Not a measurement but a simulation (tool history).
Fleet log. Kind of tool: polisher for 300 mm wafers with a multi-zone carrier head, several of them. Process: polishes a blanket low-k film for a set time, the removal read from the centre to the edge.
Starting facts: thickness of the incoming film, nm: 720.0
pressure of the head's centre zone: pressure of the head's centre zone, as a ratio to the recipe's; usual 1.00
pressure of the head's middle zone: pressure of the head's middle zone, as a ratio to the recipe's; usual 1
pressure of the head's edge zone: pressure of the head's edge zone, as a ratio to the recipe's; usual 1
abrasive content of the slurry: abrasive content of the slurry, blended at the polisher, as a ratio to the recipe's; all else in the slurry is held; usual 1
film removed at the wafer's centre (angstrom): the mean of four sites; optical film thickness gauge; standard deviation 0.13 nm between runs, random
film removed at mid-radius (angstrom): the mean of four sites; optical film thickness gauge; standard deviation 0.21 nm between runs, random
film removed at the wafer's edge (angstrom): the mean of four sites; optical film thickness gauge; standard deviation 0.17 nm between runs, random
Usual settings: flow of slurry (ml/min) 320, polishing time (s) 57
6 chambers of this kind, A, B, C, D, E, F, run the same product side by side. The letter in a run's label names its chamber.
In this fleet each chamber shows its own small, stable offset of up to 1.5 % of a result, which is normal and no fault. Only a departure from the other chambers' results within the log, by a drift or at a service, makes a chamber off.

run	day	flow of slurry (ml/min)	pressure of the head's centre zone	pressure of the head's middle zone	pressure of the head's edge zone	abrasive content of the slurry	polishing time (s)	film removed at the wafer's centre (angstrom)	film removed at mid-radius (angstrom)	film removed at the wafer's edge (angstrom)
# day 0.108: chamber C: slurry nozzle cleaned
1D	0.567	320	1.00	1	1	1	57	156.26	155.96	154.39
2B	0.875	320	1.00	1	1	1	57	155.81	156.64	156.97
3A	1.362	320	1.00	1	1	1	57	156.41	158.06	155.68
# day 1.821: chamber A: edge zone pressure recalibrated
4C	1.829	320	1.00	1	1	1	57	155.84	155.19	156.25
# day 2.267: chamber C: worn pad replaced by a new one
# day 2.412: chamber E: worn pad replaced by a new one
5F	2.433	320	1.00	1	1	1	57	154.25	155.40	154.76
# day 2.750: chamber A: worn pad replaced by a new one
# day 2.771: chamber F: worn pad replaced by a new one
6E	2.954	320	1.00	1	1	1	57	155.93	153.42	155.26
# day 3.083: chamber B: worn pad replaced by a new one
7F	3.404	320	1.00	1	1	1	57	157.87	157.81	155.10
8A	3.717	320	1.00	1	1	1	57	157.29	157.46	155.38
# day 4.038: chamber D: worn pad replaced by a new one
9C	4.200	320	1.00	1	1	1	57	156.34	154.76	159.28
10E	4.688	320	1.00	1	1	1	57	159.37	152.81	157.39
11B	5.058	320	1.00	1	1	1	57	154.10	154.51	154.36
12D	5.583	320	1.00	1	1	1	57	157.00	155.91	158.10
13C	6.092	320	1.00	1	1	1	57	157.95	152.78	156.20
# day 6.312: chamber E: worn pad replaced by a new one
14A	6.429	320	1.00	1	1	1	57	153.75	156.34	156.86
# day 6.733: chamber F: worn pad replaced by a new one
# day 6.767: chamber A: worn pad replaced by a new one
15E	7.000	320	1.00	1	1	1	57	154.70	156.97	155.32
# day 7.333: chamber F: centre zone pressure recalibrated
16B	7.517	320	1.00	1	1	1	57	155.82	153.92	153.03
17D	8.104	320	1.00	1	1	1	57	162.14	153.84	157.78
# day 8.438: chamber E: edge zone pressure recalibrated
18F	8.492	320	1.00	1	1	1	57	155.80	159.14	153.75
19F	8.954	320	1.00	1	1	1	57	157.10	155.30	154.64
20D	9.442	320	1.00	1	1	1	57	161.49	155.26	158.31
# day 9.525: chamber D: worn pad replaced by a new one
# day 9.654: chamber D: slurry nozzle cleaned
21A	9.725	320	1.00	1	1	1	57	155.64	156.24	156.62
# day 9.812: chamber C: slurry nozzle cleaned
# day 9.912: chamber C: centre zone pressure recalibrated
# day 9.971: chamber F: worn pad replaced by a new one
22E	10.117	320	1.00	1	1	1	57	156.84	152.88	158.81
# day 10.317: chamber E: worn pad replaced by a new one
# day 10.346: chamber C: worn pad replaced by a new one
# day 10.583: chamber A: worn pad replaced by a new one
23B	10.700	320	1.00	1	1	1	57	154.41	157.71	152.42
24C	11.158	320	1.00	1	1	1	57	158.21	151.88	157.86
# day 11.392: chamber B: worn pad replaced by a new one
25F	11.758	320	1.00	1	1	1	57	156.50	156.19	154.39
# day 12.162: chamber E: slurry nozzle cleaned
26A	12.200	320	1.00	1	1	1	57	155.11	156.06	153.03
# day 12.450: chamber B: edge zone pressure recalibrated
27B	12.583	320	1.00	1	1	1	57	152.62	152.70	151.97
# day 12.783: chamber B: slurry nozzle cleaned
28E	13.075	320	1.11	1	1	1	57	174.62	157.34	156.37
# day 13.504: chamber E: worn pad replaced by a new one
# day 13.583: chamber F: worn pad replaced by a new one
# day 13.642: chamber F: edge zone pressure recalibrated
29D	13.654	320	1.11	1	1	1	57	187.25	158.00	159.12
# day 13.771: chamber A: worn pad replaced by a new one
30C	14.188	320	1.11	1	1	1	57	176.79	152.39	154.60
31C	14.600	320	1.11	1	1	1	57	172.91	150.38	153.81
32E	15.200	320	1.11	1	1	1	57	176.02	156.52	156.07
# day 15.383: chamber D: edge zone pressure recalibrated
33F	15.696	320	1.11	1	1	1	57	176.26	156.55	152.29
# day 15.733: chamber D: worn pad replaced by a new one
34D	16.008	320	1.00	1	1	1	57	168.05	155.48	153.62
35B	16.488	320	1.00	1	1	1	57	153.34	156.04	153.93
36A	16.908	390	1.00	1	1	1	39	107.55	109.19	108.72
37A	17.367	390	1.00	1	1	1	39	107.86	109.07	107.88
38D	17.721	390	1.00	1	1	1	39	119.23	108.81	108.74

For the next run the whole fleet of 6 chambers uses the same settings. Give each chamber's results:
39A	18.162	320	1.00	1	1	1	57	?	?	?
39B	18.162	320	1.00	1	1	1	57	?	?	?
39C	18.162	320	1.00	1	1	1	57	?	?	?
39D	18.162	320	1.00	1	1	1	57	?	?	?
39E	18.162	320	1.00	1	1	1	57	?	?	?
39F	18.162	320	1.00	1	1	1	57	?	?	?

run	film removed at the wafer's centre (angstrom)	film removed at mid-radius (angstrom)	film removed at the wafer's edge (angstrom)
39A	154.91	155.31	156.84
39B	156.06	156.54	153.65
39C	158.35	154.77	158.33
39D	170.01	155.31	155.99
39E	155.75	157.35	156.99
39F	156.66	155.98	153.00
